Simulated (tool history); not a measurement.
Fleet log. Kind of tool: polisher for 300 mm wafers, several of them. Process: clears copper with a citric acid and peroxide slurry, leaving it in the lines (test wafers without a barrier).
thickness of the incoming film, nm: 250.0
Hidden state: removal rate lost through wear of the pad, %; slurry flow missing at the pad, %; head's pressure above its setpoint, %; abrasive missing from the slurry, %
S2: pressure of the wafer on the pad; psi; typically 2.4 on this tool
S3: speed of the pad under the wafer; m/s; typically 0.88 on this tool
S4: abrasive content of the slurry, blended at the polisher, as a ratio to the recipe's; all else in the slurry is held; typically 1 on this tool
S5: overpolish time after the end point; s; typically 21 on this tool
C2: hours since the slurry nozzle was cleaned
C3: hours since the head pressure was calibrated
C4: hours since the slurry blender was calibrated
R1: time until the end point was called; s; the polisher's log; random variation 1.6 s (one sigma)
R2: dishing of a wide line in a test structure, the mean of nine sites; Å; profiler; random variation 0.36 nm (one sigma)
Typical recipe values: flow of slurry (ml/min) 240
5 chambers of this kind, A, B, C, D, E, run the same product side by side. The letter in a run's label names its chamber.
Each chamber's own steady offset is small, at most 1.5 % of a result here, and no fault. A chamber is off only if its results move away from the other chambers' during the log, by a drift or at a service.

At hour 5.7: chamber E: head pressure recalibrated.
At hour 6.4: chamber E: worn pad replaced by a new one.
Run 1E, hour 8.5: usual settings; wafers polished on this pad 14; C2 327.1; C3 2.9; C4 106.3. Result: R1 152.03 s, R2 231.78 Å.
Run 2B, hour 13.6: usual settings; wafers polished on this pad 103; C2 577.8; C3 428.1; C4 223.3. Result: R1 155.48 s, R2 228.85 Å.
Run 3D, hour 21.5: usual settings; wafers polished on this pad 350; C2 86.8; C3 166; C4 165.2. Result: R1 151.31 s, R2 231.65 Å.
Run 4A, hour 27: usual settings; wafers polished on this pad 1159; C2 732.4; C3 183.2; C4 93.5. Result: R1 152.61 s, R2 228.05 Å.
At hour 30.3: chamber A: worn pad replaced by a new one.
At hour 31.1: chamber B: slurry blender recalibrated.
Run 5C, hour 31.7: usual settings but S4 1.25; wafers polished on this pad 614; C2 270.1; C3 106.5; C4 298.4. Result: R1 147.73 s, R2 245.54 Å.
At hour 33: chamber B: head pressure recalibrated.
Run 6C, hour 36.7: usual settings but S4 1.25; wafers polished on this pad 648; C2 275.1; C3 111.5; C4 303.4. Result: R1 145.42 s, R2 240.37 Å.
Run 7A, hour 44.1: usual settings but S4 1.25; wafers polished on this pad 94; C2 749.5; C3 200.3; C4 110.6. Result: R1 144.88 s, R2 240.24 Å.
At hour 48.4: chamber D: worn pad replaced by a new one.
Run 8E, hour 51.3: usual settings but S4 1.25; wafers polished on this pad 305; C2 369.9; C3 45.7; C4 149.1. Result: R1 145.33 s, R2 241.71 Å.
At hour 55.5: chamber A: slurry blender recalibrated.
Run 9D, hour 56.3: usual settings but S4 1.25; wafers polished on this pad 54; C2 121.6; C3 200.8; C4 200. Result: R1 144.53 s, R2 243.17 Å.
Run 10B, hour 61: usual settings; wafers polished on this pad 425; C2 625.2; C3 28; C4 30. Result: R1 151.67 s, R2 227.81 Å.
Run 11B, hour 69.8: usual settings; wafers polished on this pad 485; C2 634; C3 36.8; C4 38.8. Result: R1 153.76 s, R2 230 Å.
Run 12D, hour 77.2: usual settings; wafers polished on this pad 196; C2 142.5; C3 221.7; C4 220.9. Result: R1 150.65 s, R2 230.7 Å.
At hour 78.2: chamber A: slurry nozzle cleaned.
Run 13A, hour 83.3: usual settings; wafers polished on this pad 360; C2 5.1; C3 239.5; C4 27.8. Result: R1 152.43 s, R2 228.24 Å.
Run 14C, hour 88.1: usual settings; wafers polished on this pad 997; C2 326.5; C3 162.9; C4 354.8. Result: R1 157.46 s, R2 226.34 Å.
Run 15E, hour 95.7: usual settings; wafers polished on this pad 606; C2 414.3; C3 90.1; C4 193.5. Result: R1 151.76 s, R2 233.11 Å.
Run 16D, hour 100.4: usual settings; wafers polished on this pad 353; C2 165.7; C3 244.9; C4 244.1. Result: R1 152.48 s, R2 227.14 Å.
At hour 102.7: chamber E: worn pad replaced by a new one.
Run 17B, hour 105.1: usual settings; wafers polished on this pad 725; C2 669.3; C3 72.1; C4 74.1. Result: R1 153.32 s, R2 226.69 Å.
Run 18A, hour 110.8: usual settings; wafers polished on this pad 547; C2 32.6; C3 267; C4 55.3. Result: R1 155.84 s, R2 230.6 Å.
At hour 115.5: chamber C: slurry blender recalibrated.
Run 19C, hour 120.1: usual settings but S3 1.06 m/s, S4 1.3; wafers polished on this pad 1214; C2 358.5; C3 194.9; C4 4.7. Result: R1 125.2 s, R2 281.39 Å.
At hour 123.1: chamber E: slurry blender recalibrated.
Run 20E, hour 125.2: usual settings but S3 1.06 m/s, S4 1.3; wafers polished on this pad 153; C2 443.8; C3 119.6; C4 2.1. Result: R1 120.33 s, R2 281.31 Å.
Run 21A, hour 131.7: usual settings but S3 1.06 m/s, S4 1.3; wafers polished on this pad 689; C2 53.5; C3 287.9; C4 76.2. Result: R1 124.37 s, R2 284.72 Å.
At hour 133.9: chamber D: worn pad replaced by a new one.
At hour 135.2: chamber B: slurry nozzle cleaned.
Run 22D, hour 138.3: usual settings but S3 1.06 m/s, S4 1.3; wafers polished on this pad 30; C2 203.6; C3 282.8; C4 282. Result: R1 119.95 s, R2 276.02 Å.
At hour 142.4: chamber D: slurry blender recalibrated.
Run 23C, hour 144.9: usual settings but S3 1.06 m/s, S4 1.3; wafers polished on this pad 1383; C2 383.3; C3 219.7; C4 29.5. Result: R1 126.02 s, R2 274.44 Å.
At hour 145.4: chamber B: worn pad replaced by a new one.
Run 24B, hour 153: usual settings; wafers polished on this pad 52; C2 17.9; C3 120; C4 122. Result: R1 150.34 s, R2 226.33 Å.
At hour 161.1: chamber D: head pressure recalibrated.
Run 25E, hour 161.4: usual settings; wafers polished on this pad 399; C2 480; C3 155.8; C4 38.3. Result: R1 151.82 s, R2 237.96 Å.
Run 26B, hour 170: usual settings; wafers polished on this pad 167; C2 34.9; C3 137; C4 139. Result: R1 152.33 s, R2 235.48 Å.
Run 27A, hour 175: usual settings; wafers polished on this pad 983; C2 96.8; C3 331.2; C4 119.5. Result: R1 151.59 s, R2 235.63 Å.
At hour 177.6: chamber D: slurry nozzle cleaned.
At hour 182.1: chamber A: slurry blender recalibrated.
Run 28D, hour 182.5: usual settings; wafers polished on this pad 330; C2 4.9; C3 21.5; C4 40.1. Result: R1 153.06 s, R2 234.47 Å.
At hour 183.1: chamber E: worn pad replaced by a new one.
Run 29C, hour 187.5: usual settings but S4 0.75; wafers polished on this pad 1672; C2 425.9; C3 262.3; C4 72.1. Result: R1 172.8 s, R2 209.81 Å.
Run 30E, hour 192.4: usual settings but S4 0.75; wafers polished on this pad 63; C2 511; C3 186.8; C4 69.3. Result: R1 163.86 s, R2 221.16 Å.
At hour 193: chamber A: worn pad replaced by a new one.
Run 31A, hour 198: usual settings but S4 0.75; wafers polished on this pad 34; C2 119.8; C3 354.2; C4 15.9. Result: R1 163.66 s, R2 219.55 Å.
Run 32E, hour 206.4: usual settings but S4 0.75; wafers polished on this pad 158; C2 525; C3 200.8; C4 83.3. Result: R1 164.99 s, R2 225.21 Å.

Which is it: a chamber that has drifted or been left off by a service, a gauge drift common to all chambers, or only each chamber's usual small offset? If a chamber is off, name it and its likeliest cause.

Chamber C drifts away from the others.
Most likely cause: removal rate lost through wear of the pad, % = 6.07.
Not necessarily distinguishable in this log from: slurry flow missing at the pad, %; head's pressure below its setpoint, %.

Here are 4 candidates for chamber C's next run, each the usual settings with a change, their results left as question marks. Which one brings its results back in line with what the others give on the usual settings?
Maximum distance from the other chambers' mean on the usual settings for a result to count as in line: R1 5.7 s; R2 12 Å
Run 33C-1, hour 213.2: usual settings but S2 2.3 psi, S3 0.86 m/s. Result: R1 ?, R2 ?.
Run 33C-2, hour 213.2: usual settings but S2 2.5 psi, S3 0.92 m/s. Result: R1 ?, R2 ?.
Run 33C-3, hour 213.2: usual settings but S2 2.2 psi, S3 0.82 m/s, S5 22 s. Result: R1 ?, R2 ?.
Run 33C-4, hour 213.2: usual settings but flow of slurry (ml/min) 245, S2 2.6 psi, S3 0.96 m/s, S5 20 s. Result: R1 ?, R2 ?.

The other chambers' mean on the usual settings: R1 152.73 s; R2 232.45 Å
  run      R1      R2
33C-1  174.19  206.71
33C-2  150.49  234.43
33C-3  190.42  199.08
33C-4  138.62  241.31
The right change is 33C-2: it brings the chamber back within the allowed miss of the others.
